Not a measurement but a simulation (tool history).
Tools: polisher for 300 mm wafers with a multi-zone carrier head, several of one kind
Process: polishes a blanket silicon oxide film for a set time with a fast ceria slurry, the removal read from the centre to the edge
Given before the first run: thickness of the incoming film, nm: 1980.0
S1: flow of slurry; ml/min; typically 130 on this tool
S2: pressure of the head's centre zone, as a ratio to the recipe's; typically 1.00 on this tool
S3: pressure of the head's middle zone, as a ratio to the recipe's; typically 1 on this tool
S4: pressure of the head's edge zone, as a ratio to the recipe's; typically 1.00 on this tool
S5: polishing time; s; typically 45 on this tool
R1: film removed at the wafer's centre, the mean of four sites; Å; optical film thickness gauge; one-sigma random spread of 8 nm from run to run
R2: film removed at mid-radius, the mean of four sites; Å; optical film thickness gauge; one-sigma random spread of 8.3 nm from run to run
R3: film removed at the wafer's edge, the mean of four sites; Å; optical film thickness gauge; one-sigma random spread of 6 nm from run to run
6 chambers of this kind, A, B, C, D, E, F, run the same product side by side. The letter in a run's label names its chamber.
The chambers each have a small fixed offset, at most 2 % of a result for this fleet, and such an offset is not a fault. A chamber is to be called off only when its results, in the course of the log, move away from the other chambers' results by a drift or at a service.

| run | hour | S1 | S2 | S3 | S4 | S5 | R1 | R2 | R3 |
|---|---|---|---|---|---|---|---|---|---|
| 1E | 1.9 | 130 | 1.00 | 1 | 1.00 | 45 | 8277.9 | 8227.2 | 8310.9 |
|  | 4.8 | chamber C: centre zone pressure recalibrated |
| 2C | 5.0 | 130 | 1.00 | 1 | 1.00 | 45 | 8285.8 | 8134.7 | 8334.7 |
| 3D | 8.3 | 130 | 1.00 | 1 | 1.00 | 45 | 8333.7 | 8134.6 | 8076.7 |
| 4B | 11.2 | 130 | 1.00 | 1 | 1.00 | 45 | 8409.8 | 8142.6 | 8126.9 |
|  | 14.6 | chamber E: slurry nozzle cleaned |
| 5F | 15.3 | 130 | 1.00 | 1 | 1.00 | 45 | 8229.3 | 8333.9 | 8279.3 |
|  | 18.6 | chamber D: slurry nozzle cleaned |
| 6A | 19.4 | 155 | 1.08 | 1 | 1.00 | 45 | 9468.4 | 8494.7 | 8649.1 |
| 7E | 23.5 | 155 | 1.08 | 1 | 1.00 | 45 | 9319.4 | 8665.8 | 8447.9 |
| 8F | 25.6 | 155 | 1.08 | 1 | 1.00 | 45 | 9156.8 | 8485.4 | 8581.4 |
| 9C | 28.9 | 155 | 1.08 | 1 | 1.00 | 45 | 9256.5 | 8569.0 | 8477.6 |
| 10D | 32.3 | 155 | 1.08 | 1 | 1.00 | 45 | 9235.1 | 8550.1 | 8408.6 |
|  | 32.6 | chamber E: worn pad replaced by a new one |
|  | 32.7 | chamber C: slurry nozzle cleaned |
| 11A | 34.9 | 155 | 1.08 | 1 | 1.00 | 45 | 9337.4 | 8658.3 | 8553.9 |
| 12B | 37.4 | 130 | 1.00 | 1 | 1.00 | 45 | 8276.3 | 8280.3 | 8137.8 |
| 13C | 41.3 | 130 | 1.00 | 1 | 1.00 | 45 | 8186.6 | 8140.0 | 8177.7 |
| 14E | 45.2 | 130 | 1.00 | 1 | 1.00 | 45 | 8327.0 | 8271.6 | 8399.0 |
| 15A | 48.0 | 130 | 1.00 | 1 | 1.00 | 45 | 8208.7 | 8169.3 | 8377.7 |
| 16D | 50.6 | 130 | 1.00 | 1 | 1.00 | 45 | 8273.5 | 8270.2 | 8118.3 |
|  | 52.4 | chamber D: edge zone pressure recalibrated |
| 17B | 54.4 | 130 | 1.00 | 1 | 1.00 | 45 | 8357.9 | 8281.0 | 7991.5 |
| 18F | 56.3 | 130 | 1.00 | 1 | 1.00 | 45 | 7951.8 | 7979.6 | 8069.3 |
| 19B | 59.6 | 130 | 1.00 | 1 | 1.00 | 45 | 8298.8 | 8265.3 | 8136.1 |
|  | 60.3 | chamber F: worn pad replaced by a new one |
| 20E | 63.5 | 130 | 1.00 | 1 | 0.93 | 45 | 8261.3 | 8256.3 | 7932.7 |
|  | 64.0 | chamber B: worn pad replaced by a new one |
| 21D | 66.2 | 130 | 1.00 | 1 | 0.93 | 45 | 8358.0 | 8244.8 | 7752.7 |
| 22A | 69.7 | 130 | 1.00 | 1 | 0.93 | 45 | 8300.9 | 8085.4 | 8033.3 |
| 23C | 73.0 | 130 | 1.00 | 1 | 0.93 | 45 | 8180.1 | 8082.2 | 7894.2 |
|  | 74.3 | chamber D: worn pad replaced by a new one |
|  | 76.3 | chamber C: worn pad replaced by a new one |
| 24F | 76.7 | 130 | 1.00 | 1 | 0.93 | 45 | 7837.8 | 7944.1 | 7680.9 |
| 25D | 78.7 | 130 | 1.00 | 1 | 0.93 | 45 | 8282.6 | 8106.9 | 7863.6 |
| 26E | 80.9 | 130 | 1.00 | 1 | 1.00 | 45 | 8178.1 | 8373.5 | 8307.0 |
|  | 84.0 | chamber A: worn pad replaced by a new one |
| 27F | 84.5 | 130 | 1.00 | 1 | 1.00 | 45 | 7690.7 | 7854.7 | 8061.4 |
|  | 84.7 | chamber E: edge zone pressure recalibrated |
| 28B | 86.6 | 130 | 1.00 | 1 | 1.00 | 45 | 8306.9 | 8192.5 | 8087.4 |
| 29A | 88.9 | 130 | 1.00 | 1 | 1.00 | 45 | 8229.3 | 8206.5 | 8358.9 |
| 30C | 92.6 | 130 | 1.00 | 1 | 1.00 | 45 | 8378.3 | 8264.4 | 8388.9 |
| 31B | 94.6 | 130 | 1.00 | 1 | 1.00 | 45 | 8391.2 | 8073.0 | 8016.6 |
| 32C | 97.5 | 110 | 1.00 | 1 | 1.06 | 45 | 7927.6 | 7783.8 | 8364.5 |
| 33D | 100.9 | 110 | 1.00 | 1 | 1.06 | 45 | 7892.3 | 7784.3 | 8183.7 |
|  | 102.2 | chamber E: worn pad replaced by a new one |
| 34A | 102.9 | 110 | 1.00 | 1 | 1.06 | 45 | 7978.1 | 7879.1 | 8420.9 |
| 35E | 105.6 | 110 | 1.00 | 1 | 1.06 | 45 | 7795.5 | 7966.9 | 8332.6 |
| 36F | 108.3 | 110 | 1.00 | 1 | 1.06 | 45 | 7020.1 | 7216.9 | 7760.7 |
| 37B | 111.2 | 110 | 1.00 | 1 | 1.06 | 45 | 7891.4 | 7872.5 | 8125.6 |
| 38A | 113.7 | 130 | 1.00 | 1 | 1.00 | 45 | 8199.4 | 8246.9 | 8253.9 |
| 39D | 117.1 | 130 | 1.00 | 1 | 1.00 | 45 | 8361.9 | 8149.1 | 8154.5 |
| 40C | 119.4 | 130 | 1.00 | 1 | 1.00 | 45 | 8105.2 | 8137.6 | 8225.2 |
| 41F | 121.7 | 130 | 1.00 | 1 | 1.00 | 45 | 7295.2 | 7447.4 | 7728.5 |
| 42E | 124.1 | 130 | 1.00 | 1 | 1.00 | 45 | 8353.4 | 8339.7 | 8342.2 |

Read the log: is a single chamber off, either drifting away or since a service, is the gauge that measures every chamber drifting, or is nothing wrong beyond small per-chamber offsets? Name any odd chamber and what most likely caused it.

It is chamber F that slowly wanders off from its peers.
Cause: slurry flow missing at the pad, % = 34.8.

Which of the 4 candidates below, each the usual settings with something changed and its results left as question marks, puts chamber F back in line with what the other chambers give on the usual settings?
A result is in line if it is within this distance of the other chambers' mean on the usual settings: R1 280.0 Å; R2 290.0 Å; R3 210.0 Å
| 43F-1 | 127.1 | 125 | 0.99 | 0.99 | 1.01 | 44 | ? | ? | ? |
| 43F-2 | 127.1 | 135 | 1.01 | 1.01 | 0.99 | 46 | ? | ? | ? |
| 43F-3 | 127.1 | 120 | 0.96 | 0.98 | 1.02 | 42 | ? | ? | ? |
| 43F-4 | 127.1 | 140 | 1.04 | 1.02 | 0.98 | 48 | ? | ? | ? |

What the other chambers average on the usual settings: R1 8263.6 Å; R2 8212.2 Å; R3 8221.2 Å
| run | R1 | R2 | R3 |
|---|---|---|---|
| 43F-1 | 6821.2 | 7044.3 | 7441.6 |
| 43F-2 | 7503.5 | 7684.4 | 7822.2 |
| 43F-3 | 6192.6 | 6573.1 | 7077.9 |
| 43F-4 | 8190.6 | 8178.6 | 8178.1 |
With 43F-4, the chamber falls back in line with the rest.
